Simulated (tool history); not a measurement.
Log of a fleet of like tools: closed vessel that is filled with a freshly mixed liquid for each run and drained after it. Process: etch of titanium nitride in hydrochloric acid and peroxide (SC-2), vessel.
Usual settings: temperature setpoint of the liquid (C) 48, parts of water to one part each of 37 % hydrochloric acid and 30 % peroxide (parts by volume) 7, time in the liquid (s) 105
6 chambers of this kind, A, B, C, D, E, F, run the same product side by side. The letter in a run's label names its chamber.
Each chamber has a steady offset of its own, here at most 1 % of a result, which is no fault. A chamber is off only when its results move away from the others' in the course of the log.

run   hour  temperature setpoint of the liquid (C)  parts of water to one part each of 37 % hydrochloric acid and 30 % peroxide (parts by volume)  time in the liquid (s)  read-back film thickness of the titanium nitride reference wafer, read on the same gauge (nm)  thickness taken off the titanium nitride on a monitor wafer (nm)
 1B    4.7                                      48                                                                                              7                     105                                                                                         120.02                                                            4.1402
 2E    9.3                                      48                                                                                              7                     105                                                                                         120.01                                                            4.1491
 3A   14.6                                      48                                                                                              7                     105                                                                                         120.02                                                            4.1633
 4D   19.7                                      48                                                                                              7                     105                                                                                         119.98                                                            4.1795
 5F   27.9                                      48                                                                                              7                     105                                                                                            120                                                            4.1484
 6C   36.4                                      48                                                                                              7                     105                                                                                            120                                                            4.2441
        38  -- chamber A: new drum of peroxide connected
 7C   44.9                                      48                                                                                              7                     105                                                                                         120.02                                                            4.1794
 8A   53.2                                    51.5                                                                                              4                     105                                                                                         120.02                                                              7.77
 9F   60.1                                    51.5                                                                                              4                     105                                                                                         120.02                                                            7.8146
10E   67.2                                    51.5                                                                                              4                     105                                                                                         120.01                                                            7.8429
11B   73.3                                    51.5                                                                                              4                     105                                                                                            120                                                            7.9208
12D   78.7                                    51.5                                                                                              4                     105                                                                                         119.98                                                            7.9503
      82.2  -- chamber E: thermometer replaced
13C   84.6                                    51.5                                                                                              4                     105                                                                                         120.01                                                            7.9523
      88.6  -- chamber B: new drum of peroxide connected
14B   90.6                                      48                                                                                              7                     105                                                                                            120                                                            4.1595
15F   98.6                                      48                                                                                              7                     105                                                                                         120.01                                                             4.117
16E  104.6                                      48                                                                                              7                     105                                                                                         119.99                                                            4.1582
17D    113                                      48                                                                                              7                     105                                                                                         119.99                                                            4.2094
18A  117.7                                      48                                                                                              7                     105                                                                                         120.03                                                            4.1359
19B  126.1                                      48                                                                                              7                     105                                                                                            120                                                            4.1628
20A  133.5                                      48                                                                                              7                     105                                                                                         120.05                                                            4.1453
21F  140.5                                      48                                                                                              7                     105                                                                                            120                                                            4.1685
22C  145.7                                    43.5                                                                                            8.5                     105                                                                                         120.02                                                            2.6373
23D  149.6                                    43.5                                                                                            8.5                     105                                                                                         120.02                                                            2.6445
24E  153.9                                    43.5                                                                                            8.5                     105                                                                                         120.01                                                            2.6068
25B  160.3                                    43.5                                                                                            8.5                     105                                                                                         120.02                                                            2.5653
26A    165                                    43.5                                                                                            8.5                     105                                                                                            120                                                             2.628
27E  169.6                                    43.5                                                                                            8.5                     105                                                                                         119.99                                                               2.6
28D    176                                    56.5                                                                                              7                     105                                                                                         119.98                                                            7.4532
29C  182.7                                    56.5                                                                                              7                     105                                                                                            120                                                            7.2263
30F  189.4                                    56.5                                                                                              7                     105                                                                                         119.97                                                            7.1716
31E  194.5                                    56.5                                                                                              7                     105                                                                                         120.02                                                            7.3449
32D  200.8                                    56.5                                                                                              7                     105                                                                                         120.01                                                            7.4081
33A  206.9                                    56.5                                                                                              7                     105                                                                                            120                                                            7.1223
34F  210.8                                      48                                                                                              7                     105                                                                                            120                                                            4.1754
35C  216.2                                      48                                                                                              7                     105                                                                                            120                                                            4.1874
36B  223.4                                      48                                                                                              7                     105                                                                                            120                                                            3.9548
37F  228.1                                      48                                                                                              7                     105                                                                                            120                                                            4.0847
38E  233.4                                      48                                                                                              9                     105                                                                                         120.01                                                            3.3646
39B    240                                      48                                                                                              9                     105                                                                                         119.99                                                            3.1704
40D  246.6                                      48                                                                                              9                     105                                                                                         120.01                                                            3.3962
41A  251.3                                      48                                                                                              9                     105                                                                                         119.98                                                            3.3225
42C  259.5                                      48                                                                                              9                     105                                                                                            120                                                            3.4027

Is one chamber off against the others, does the gauge drift, or is nothing wrong? If a chamber is off, say which, and what the likeliest cause is.

Chamber B drifts away from the others.
Cause: chemicals flow below the setpoint (%) = 10.8.
The log may not tell that from: liquid colder than its thermometer reads (K); peroxide weaker than its label (%).

Here are 4 candidates for chamber B's next run, each the usual settings with a change, their results left as question marks. Which one brings its results back in line with what the others give on the usual settings?
In line means no further than this from the other chambers' mean on the usual settings: thickness taken off the titanium nitride on a monitor wafer (nm) 0.11
43B-1  265.7                                    48.5                                                                                              7                     105                                                                                                                                                                ?
43B-2  265.7                                    47.5                                                                                              7                     105                                                                                                                                                                ?
43B-3  265.7                                    48.5                                                                                              7                     110                                                                                                                                                                ?
43B-4  265.7                                    47.5                                                                                              7                     100                                                                                                                                                                ?

The other chambers' mean on the usual settings: thickness taken off the titanium nitride on a monitor wafer (nm) 4.155
  run  thickness taken off the titanium nitride on a monitor wafer (nm)
43B-1                                                            3.9345
43B-2                                                            3.6826
43B-3                                                            4.1218
43B-4                                                            3.5072
43B-3 brings the chamber back in line.
